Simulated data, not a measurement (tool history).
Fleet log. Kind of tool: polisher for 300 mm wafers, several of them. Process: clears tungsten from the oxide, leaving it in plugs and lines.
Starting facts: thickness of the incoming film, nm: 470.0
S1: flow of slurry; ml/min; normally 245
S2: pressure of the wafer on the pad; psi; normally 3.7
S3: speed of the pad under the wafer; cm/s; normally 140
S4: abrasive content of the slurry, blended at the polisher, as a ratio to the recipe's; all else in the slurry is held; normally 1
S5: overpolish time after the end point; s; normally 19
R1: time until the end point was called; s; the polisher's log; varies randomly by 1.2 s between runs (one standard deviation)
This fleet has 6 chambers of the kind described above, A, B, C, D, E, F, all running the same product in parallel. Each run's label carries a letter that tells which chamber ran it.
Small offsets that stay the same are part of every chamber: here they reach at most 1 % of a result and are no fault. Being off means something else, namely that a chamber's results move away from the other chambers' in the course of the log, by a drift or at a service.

run 1F hour=11.9 | S1=245 S2=3.7 S3=140 S4=1 S5=19 | R1=63.711
run 2D hour=19.5 | S1=245 S2=3.7 S3=140 S4=1 S5=19 | R1=60.99
-- hour=20.4 chamber E: slurry blender recalibrated
run 3A hour=26.5 | S1=245 S2=3.7 S3=140 S4=1 S5=19 | R1=63.285
-- hour=29.8 chamber F: worn pad replaced by a new one
run 4E hour=41.9 | S1=245 S2=3.7 S3=140 S4=1 S5=19 | R1=63.697
-- hour=50 chamber B: slurry tank refilled with fresh slurry and peroxide
-- hour=50.6 chamber B: slurry blender recalibrated
-- hour=51.7 chamber B: slurry nozzle cleaned
run 5B hour=56.9 | S1=245 S2=3.7 S3=140 S4=1 S5=19 | R1=63.675
run 6C hour=65.9 | S1=245 S2=3.7 S3=140 S4=1 S5=19 | R1=62.664
-- hour=66.3 chamber D: slurry tank refilled with fresh slurry and peroxide
run 7F hour=73 | S1=245 S2=3.7 S3=140 S4=1 S5=19 | R1=64.534
-- hour=77.9 chamber A: slurry blender recalibrated
-- hour=78.4 chamber E: worn pad replaced by a new one
run 8E hour=80 | S1=245 S2=3.7 S3=140 S4=1 S5=19 | R1=62.612
-- hour=82.9 chamber C: slurry tank refilled with fresh slurry and peroxide
-- hour=84.6 chamber A: worn pad replaced by a new one
-- hour=91.7 chamber B: worn pad replaced by a new one
run 9C hour=93.2 | S1=245 S2=3.7 S3=140 S4=1 S5=19 | R1=61.828
-- hour=94.9 chamber D: worn pad replaced by a new one
-- hour=96.5 chamber C: slurry nozzle cleaned
-- hour=99 chamber E: slurry tank refilled with fresh slurry and peroxide
-- hour=101.3 chamber C: worn pad replaced by a new one
run 10B hour=107.7 | S1=245 S2=3.7 S3=140 S4=1.2 S5=9 | R1=60.578
run 11A hour=117.8 | S1=245 S2=3.7 S3=140 S4=1.2 S5=9 | R1=59.907
-- hour=121.3 chamber A: slurry tank refilled with fresh slurry and peroxide
run 12D hour=125.5 | S1=245 S2=3.7 S3=140 S4=1.2 S5=9 | R1=61.724
-- hour=131 chamber E: slurry blender recalibrated
run 13B hour=133.3 | S1=245 S2=3.7 S3=140 S4=1.2 S5=9 | R1=60.147
-- hour=134 chamber C: head pressure recalibrated
-- hour=134.7 chamber A: slurry nozzle cleaned
-- hour=135.4 chamber F: slurry tank refilled with fresh slurry and peroxide
-- hour=137.3 chamber C: slurry blender recalibrated
-- hour=137.4 chamber F: slurry blender recalibrated
run 14C hour=144.9 | S1=245 S2=3.7 S3=140 S4=1.2 S5=9 | R1=61.411
-- hour=146.5 chamber F: worn pad replaced by a new one
-- hour=155.7 chamber D: slurry tank refilled with fresh slurry and peroxide
run 15D hour=160.8 | S1=245 S2=3.7 S3=140 S4=1.2 S5=9 | R1=58.857
-- hour=162.9 chamber D: slurry blender recalibrated
-- hour=166.4 chamber F: slurry nozzle cleaned
run 16E hour=169.3 | S1=245 S2=3.7 S3=140 S4=1 S5=19 | R1=62.464
-- hour=170.8 chamber E: worn pad replaced by a new one
-- hour=171 chamber A: worn pad replaced by a new one
run 17A hour=183.6 | S1=245 S2=3.7 S3=112 S4=1 S5=19 | R1=79.891
-- hour=184.6 chamber C: slurry tank refilled with fresh slurry and peroxide
-- hour=186.1 chamber D: head pressure recalibrated
run 18F hour=196.5 | S1=245 S2=3.7 S3=112 S4=1 S5=19 | R1=79.117
-- hour=201.4 chamber C: worn pad replaced by a new one
-- hour=206.4 chamber E: slurry tank refilled with fresh slurry and peroxide
run 19A hour=208 | S1=245 S2=3.7 S3=112 S4=1 S5=19 | R1=78.082
-- hour=216.5 chamber D: worn pad replaced by a new one
run 20B hour=223.4 | S1=245 S2=3.7 S3=112 S4=1 S5=19 | R1=79.415
-- hour=224.3 chamber B: slurry tank refilled with fresh slurry and peroxide
-- hour=225.8 chamber B: worn pad replaced by a new one
run 21E hour=234.6 | S1=245 S2=3.7 S3=112 S4=1 S5=19 | R1=78.708
-- hour=247.6 chamber E: slurry blender recalibrated
run 22F hour=249.7 | S1=245 S2=3.7 S3=112 S4=1 S5=19 | R1=80.055
-- hour=254.5 chamber D: slurry tank refilled with fresh slurry and peroxide
-- hour=259.5 chamber E: worn pad replaced by a new one
run 23D hour=260.5 | S1=245 S2=3.7 S3=140 S4=1 S5=19 | R1=63.003
-- hour=262.7 chamber F: worn pad replaced by a new one
run 24C hour=270.2 | S1=245 S2=3.7 S3=140 S4=0.85 S5=12 | R1=65.019
-- hour=270.9 chamber A: worn pad replaced by a new one
run 25A hour=278.2 | S1=245 S2=3.7 S3=140 S4=0.85 S5=12 | R1=67.284
-- hour=283.7 chamber B: slurry nozzle cleaned
run 26B hour=292.7 | S1=245 S2=3.7 S3=140 S4=0.85 S5=12 | R1=65.904
-- hour=294 chamber C: slurry tank refilled with fresh slurry and peroxide
-- hour=296.5 chamber A: slurry tank refilled with fresh slurry and peroxide
run 27E hour=300.1 | S1=245 S2=3.7 S3=140 S4=0.85 S5=12 | R1=65.623
-- hour=307.5 chamber E: slurry tank refilled with fresh slurry and peroxide
run 28C hour=308.6 | S1=245 S2=3.7 S3=140 S4=0.85 S5=12 | R1=65.969
-- hour=309.5 chamber F: slurry blender recalibrated
-- hour=310.4 chamber F: head pressure recalibrated
-- hour=316.4 chamber A: head pressure recalibrated
-- hour=317.1 chamber C: worn pad replaced by a new one
-- hour=319.9 chamber B: slurry blender recalibrated
run 29D hour=323.5 | S1=245 S2=3.7 S3=140 S4=0.85 S5=12 | R1=65.243
-- hour=326.6 chamber E: slurry nozzle cleaned
run 30F hour=331 | S1=245 S2=3.7 S3=140 S4=1 S5=19 | R1=62.344
-- hour=331.3 chamber F: slurry tank refilled with fresh slurry and peroxide
run 31B hour=338.6 | S1=245 S2=3.7 S3=140 S4=1 S5=19 | R1=61.725
-- hour=341.6 chamber E: slurry blender recalibrated
-- hour=348.6 chamber D: worn pad replaced by a new one
-- hour=354 chamber B: worn pad replaced by a new one
run 32E hour=354.2 | S1=245 S2=3.7 S3=140 S4=1 S5=19 | R1=63.602
-- hour=354.8 chamber D: slurry tank refilled with fresh slurry and peroxide
-- hour=359.3 chamber E: worn pad replaced by a new one
-- hour=360.1 chamber A: worn pad replaced by a new one
run 33A hour=367.7 | S1=280 S2=3.7 S3=140 S4=1 S5=22 | R1=62.132
-- hour=367.8 chamber F: worn pad replaced by a new one
run 34F hour=378.8 | S1=280 S2=3.7 S3=140 S4=1 S5=22 | R1=64.339
run 35D hour=386 | S1=280 S2=3.7 S3=140 S4=1 S5=22 | R1=60.543
-- hour=391.2 chamber B: slurry tank refilled with fresh slurry and peroxide
-- hour=391.3 chamber A: slurry blender recalibrated
-- hour=398 chamber E: slurry tank refilled with fresh slurry and peroxide
-- hour=399.1 chamber C: slurry tank refilled with fresh slurry and peroxide
run 36C hour=399.2 | S1=280 S2=3.7 S3=140 S4=1 S5=22 | R1=62.483
run 37C hour=409.9 | S1=280 S2=3.7 S3=140 S4=1 S5=22 | R1=62.241
run 38B hour=422.2 | S1=280 S2=3.7 S3=140 S4=1 S5=22 | R1=61.14
-- hour=427.8 chamber D: slurry blender recalibrated
run 39D hour=430.8 | S1=245 S2=3.7 S3=140 S4=1 S5=19 | R1=62.689
run 40A hour=445 | S1=245 S2=3.7 S3=140 S4=1 S5=19 | R1=64.015
-- hour=447.3 chamber D: slurry tank refilled with fresh slurry and peroxide
-- hour=448.1 chamber E: slurry blender recalibrated
run 41F hour=455.4 | S1=245 S2=3.7 S3=140 S4=1 S5=19 | R1=63.103
run 42E hour=465.7 | S1=245 S2=3.7 S3=140 S4=1 S5=19 | R1=63.199
-- hour=470.1 chamber E: worn pad replaced by a new one
-- hour=473.8 chamber D: worn pad replaced by a new one
run 43D hour=475.7 | S1=245 S2=3 S3=110 S4=1 S5=19 | R1=96.63
run 44E hour=490.1 | S1=245 S2=3 S3=110 S4=1 S5=19 | R1=102.81

Each of the 6 chambers runs these same settings next. Fill in every chamber's results:
run 45A hour=501.7 | S1=245 S2=3.7 S3=140 S4=1 S5=19 | R1=?
run 45B hour=501.7 | S1=245 S2=3.7 S3=140 S4=1 S5=19 | R1=?
run 45C hour=501.7 | S1=245 S2=3.7 S3=140 S4=1 S5=19 | R1=?
run 45D hour=501.7 | S1=245 S2=3.7 S3=140 S4=1 S5=19 | R1=?
run 45E hour=501.7 | S1=245 S2=3.7 S3=140 S4=1 S5=19 | R1=?
run 45F hour=501.7 | S1=245 S2=3.7 S3=140 S4=1 S5=19 | R1=?

run=45A R1=63.594
run=45B R1=63.862
run=45C R1=62.171
run=45D R1=63.733
run=45E R1=63.959
run=45F R1=65.562
